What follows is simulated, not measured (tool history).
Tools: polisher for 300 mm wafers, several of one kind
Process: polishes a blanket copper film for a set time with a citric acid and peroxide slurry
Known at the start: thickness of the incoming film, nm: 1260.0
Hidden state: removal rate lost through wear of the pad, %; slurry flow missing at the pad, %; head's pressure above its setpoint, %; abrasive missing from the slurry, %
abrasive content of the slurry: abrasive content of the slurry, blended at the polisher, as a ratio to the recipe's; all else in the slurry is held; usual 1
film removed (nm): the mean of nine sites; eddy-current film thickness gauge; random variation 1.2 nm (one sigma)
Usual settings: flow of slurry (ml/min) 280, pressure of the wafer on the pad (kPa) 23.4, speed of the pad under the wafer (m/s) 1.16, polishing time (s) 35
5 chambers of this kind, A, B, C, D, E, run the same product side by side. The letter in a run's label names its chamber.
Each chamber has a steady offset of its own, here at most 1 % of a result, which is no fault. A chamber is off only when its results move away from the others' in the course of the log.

run	hour	flow of slurry (ml/min)	pressure of the wafer on the pad (kPa)	speed of the pad under the wafer (m/s)	abrasive content of the slurry	polishing time (s)	wafers polished on this pad	hours since the slurry nozzle was cleaned	hours since the head pressure was calibrated	hours since the slurry blender was calibrated	film removed (nm)
# hour 0.1: chamber A: worn pad replaced by a new one
# hour 7.5: chamber C: slurry blender recalibrated
# hour 11.1: chamber D: worn pad replaced by a new one
1E	11.7	280	23.4	1.16	1	35	308	95	440	65.5	92.429
2A	21.1	280	23.4	1.16	1	35	322	263.2	136.5	99.6	90.601
3D	32.5	280	23.4	1.16	1	35	328	175.6	741.8	98.5	92.969
4B	40.5	280	23.4	1.16	1	35	1235	53.2	349.1	394.2	90.128
# hour 46.1: chamber A: slurry blender recalibrated
5C	46.4	280	23.4	1.16	1	35	1153	245	392.6	38.9	91.853
# hour 49.3: chamber C: slurry nozzle cleaned
# hour 50: chamber E: worn pad replaced by a new one
6B	52.3	280	23.4	1.16	1	35	1416	65	360.9	406	90.031
7C	58.4	280	23.4	1.16	1	35	1337	9.1	404.6	50.9	89.681
# hour 59.7: chamber C: worn pad replaced by a new one
# hour 62.7: chamber B: slurry blender recalibrated
8E	66	280	23.4	1.16	1	35	246	149.3	494.3	119.8	92.346
# hour 66.8: chamber A: worn pad replaced by a new one
9D	73.3	280	23.4	1.16	1	35	954	216.4	782.6	139.3	91.622
# hour 75.8: chamber D: worn pad replaced by a new one
# hour 78.9: chamber E: head pressure recalibrated
10A	79.1	280	23.4	1.16	1	35	189	321.2	194.5	33	90.186
11E	86.3	280	23.4	1.16	1	35	558	169.6	7.4	140.1	94.315
12C	93.5	280	23.4	1	1	35	518	44.2	439.7	86	77.566
# hour 94.6: chamber D: slurry blender recalibrated
13D	99.3	280	23.4	1	1	35	360	242.4	808.6	4.8	79.153
14A	106.3	280	23.4	1	1	35	606	348.4	221.7	60.2	79.44
15B	111.7	280	23.4	1	1	35	2327	124.4	420.3	49	76.353
# hour 112.6: chamber D: slurry nozzle cleaned
# hour 116.9: chamber E: worn pad replaced by a new one
16E	120.8	280	23.4	1	1	35	60	204.1	41.9	174.6	82.389
17D	126.9	280	23.4	1.16	1	35	784	14.3	836.2	32.4	92.29
18C	135.6	280	23.4	1.16	1	35	1164	86.3	481.8	128.1	90.703
# hour 138.8: chamber D: worn pad replaced by a new one
# hour 142.2: chamber A: worn pad replaced by a new one
# hour 142.4: chamber C: worn pad replaced by a new one
19B	147.7	280	23.4	1.16	1	35	2879	160.4	456.3	85	87.734
20A	153.3	280	23.4	1.16	1	35	170	395.4	268.7	107.2	91.493
21E	161.1	280	23.4	1.16	1	35	678	244.4	82.2	214.9	92.122
# hour 161.9: chamber A: slurry blender recalibrated
22C	172.8	280	23.4	1.16	1	35	466	123.5	519	165.3	90.698
23A	183.4	280	23.4	1.16	1	35	632	425.5	298.8	21.5	92.248
# hour 187.1: chamber E: worn pad replaced by a new one
24B	188.8	280	23.4	1.16	1	35	3510	201.5	497.4	126.1	85.26
25D	194.1	280	23.4	1.16	1	35	848	81.5	903.4	99.6	90.149
# hour 201.4: chamber D: worn pad replaced by a new one
26B	204.5	280	23.4	1.16	1	35	3750	217.2	513.1	141.8	86.645
27D	212.1	280	23.4	1.16	1	35	164	99.5	921.4	117.6	90.547
# hour 214.1: chamber A: worn pad replaced by a new one
28C	220	280	23.4	1.16	1	35	1190	170.7	566.2	212.5	91.654
# hour 222.4: chamber C: worn pad replaced by a new one
29E	228.7	280	23.4	1.16	1	35	638	312	149.8	282.5	91.656
# hour 229: chamber E: slurry blender recalibrated
30A	240.1	280	23.4	1.16	1	35	399	482.2	355.5	78.2	90.192
# hour 245.1: chamber E: worn pad replaced by a new one
# hour 247.5: chamber D: slurry blender recalibrated
31C	250.8	280	23.4	1.16	1	35	437	201.5	597	243.3	92.422
32A	262.2	280	23.4	1.16	1	35	738	504.3	377.6	100.3	92.188
# hour 263.7: chamber B: slurry nozzle cleaned
# hour 272.6: chamber D: worn pad replaced by a new one
# hour 274.1: chamber C: head pressure recalibrated
33E	274.3	280	23.4	1.16	1	35	448	357.6	195.4	45.4	92.883
34B	281.5	280	23.4	1.16	1	35	4931	17.8	590.1	218.8	83.651
35D	288.8	280	23.4	1.16	1	35	248	176.2	998.1	41.3	90.046
36E	294.1	280	23.4	1.16	1	35	752	377.4	215.2	65.2	93.874
# hour 299.1: chamber C: worn pad replaced by a new one
37C	300.7	325	30.3	1.16	1	35	25	251.4	26.7	293.2	119.3
38D	310.8	325	30.3	1.16	1	35	586	198.2	1020.1	63.3	120.73

What goes on in this fleet: one chamber off, a drifting gauge, or nothing beyond the chambers' own small offsets? Name the chamber and the cause, if any.

Chamber B drifts away from the others.
Cause: removal rate lost through wear of the pad, % = 12.3.
The log may not tell that from: head's pressure below its setpoint, %.

Here are 4 candidates for chamber B's next run, each the usual settings with a change, their results left as question marks. Which one brings its results back in line with what the others give on the usual settings?
In line means no further than this from the other chambers' mean on the usual settings: film removed (nm) 4.3
39B-1	319.6	280	23.4	1.3	1	35					?
39B-2	319.6	275	20.7	1.16	1	35					?
39B-3	319.6	280	24.1	1.16	1	35					?
39B-4	319.6	280	23.4	1.16	1	34					?

The other chambers' mean on the usual settings: film removed (nm) 91.654
run	film removed (nm)
39B-1	91.491
39B-2	72.395
39B-3	84.261
39B-4	79.572
39B-1 brings the chamber back in line.
